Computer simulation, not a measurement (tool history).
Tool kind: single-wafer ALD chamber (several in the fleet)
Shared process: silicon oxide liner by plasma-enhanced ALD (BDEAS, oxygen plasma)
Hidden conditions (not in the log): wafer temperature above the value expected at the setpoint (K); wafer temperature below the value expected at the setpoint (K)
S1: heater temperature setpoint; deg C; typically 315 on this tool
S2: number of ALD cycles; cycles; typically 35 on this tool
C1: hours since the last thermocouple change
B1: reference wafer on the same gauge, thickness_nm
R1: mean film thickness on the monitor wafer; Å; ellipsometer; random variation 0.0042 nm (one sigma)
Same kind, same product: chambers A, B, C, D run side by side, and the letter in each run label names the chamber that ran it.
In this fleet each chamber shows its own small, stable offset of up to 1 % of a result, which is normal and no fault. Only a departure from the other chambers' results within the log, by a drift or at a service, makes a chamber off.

run 1C hour=2.8 | S1=315 S2=35 | C1=1434.9 | B1=3.0398 | R1=31.904
run 2D hour=6.4 | S1=315 S2=35 | C1=617.8 | B1=3.0397 | R1=32.161
run 3B hour=9.5 | S1=315 S2=35 | C1=897.5 | B1=3.0396 | R1=31.956
run 4A hour=14.1 | S1=315 S2=35 | C1=632.6 | B1=3.0387 | R1=31.818
run 5B hour=18.3 | S1=315 S2=35 | C1=906.3 | B1=3.0375 | R1=31.924
run 6C hour=21.5 | S1=315 S2=35 | C1=1453.6 | B1=3.0377 | R1=31.915
run 7A hour=25.0 | S1=315 S2=35 | C1=643.5 | B1=3.0373 | R1=31.810
run 8D hour=28.1 | S1=315 S2=35 | C1=639.5 | B1=3.0370 | R1=32.117
run 9B hour=31.4 | S1=315 S2=35 | C1=919.4 | B1=3.0361 | R1=31.959
run 10A hour=35.9 | S1=315 S2=35 | C1=654.4 | B1=3.0352 | R1=31.752
run 11C hour=39.0 | S1=315 S2=33 | C1=1471.1 | B1=3.0356 | R1=29.998
run 12D hour=44.0 | S1=315 S2=33 | C1=655.4 | B1=3.0343 | R1=30.302
run 13A hour=47.4 | S1=315 S2=33 | C1=665.9 | B1=3.0342 | R1=29.954
run 14D hour=53.0 | S1=315 S2=33 | C1=664.4 | B1=3.0325 | R1=30.213
run 15B hour=56.3 | S1=315 S2=35 | C1=944.3 | B1=3.0336 | R1=31.883
run 16C hour=61.0 | S1=323 S2=35 | C1=1493.1 | B1=3.0306 | R1=31.496
run 17B hour=64.2 | S1=323 S2=35 | C1=952.2 | B1=3.0320 | R1=31.551
run 18A hour=69.1 | S1=323 S2=35 | C1=687.6 | B1=3.0309 | R1=31.347
run 19D hour=74.1 | S1=323 S2=35 | C1=685.5 | B1=3.0302 | R1=31.671
run 20C hour=78.0 | S1=315 S2=35 | C1=1510.1 | B1=3.0303 | R1=31.741
run 21D hour=80.9 | S1=315 S2=35 | C1=692.3 | B1=3.0296 | R1=32.084
run 22A hour=85.8 | S1=315 S2=28 | C1=704.3 | B1=3.0293 | R1=25.342
run 23B hour=90.6 | S1=315 S2=28 | C1=978.6 | B1=3.0289 | R1=25.450
run 24C hour=95.6 | S1=315 S2=28 | C1=1527.7 | B1=3.0285 | R1=25.392
run 25D hour=98.8 | S1=315 S2=28 | C1=710.2 | B1=3.0279 | R1=25.596
run 26B hour=102.5 | S1=315 S2=35 | C1=990.5 | B1=3.0281 | R1=31.874
run 27A hour=106.2 | S1=315 S2=35 | C1=724.7 | B1=3.0263 | R1=31.661
run 28C hour=109.2 | S1=315 S2=35 | C1=1541.3 | B1=3.0259 | R1=31.737
run 29D hour=114.5 | S1=315 S2=35 | C1=725.9 | B1=3.0264 | R1=32.050
run 30A hour=120.3 | S1=315 S2=35 | C1=738.8 | B1=3.0239 | R1=31.693
run 31C hour=125.9 | S1=315 S2=35 | C1=1558.0 | B1=3.0238 | R1=31.704

What goes on in this fleet: one chamber off, a drifting gauge, or nothing beyond the chambers' own small offsets? Name the chamber and the cause, if any.

It is the gauge, not a chamber: its drift shows up in every chamber's results at once, and no chamber is off.
Likeliest cause: gauge reads low (%) = 0.545.

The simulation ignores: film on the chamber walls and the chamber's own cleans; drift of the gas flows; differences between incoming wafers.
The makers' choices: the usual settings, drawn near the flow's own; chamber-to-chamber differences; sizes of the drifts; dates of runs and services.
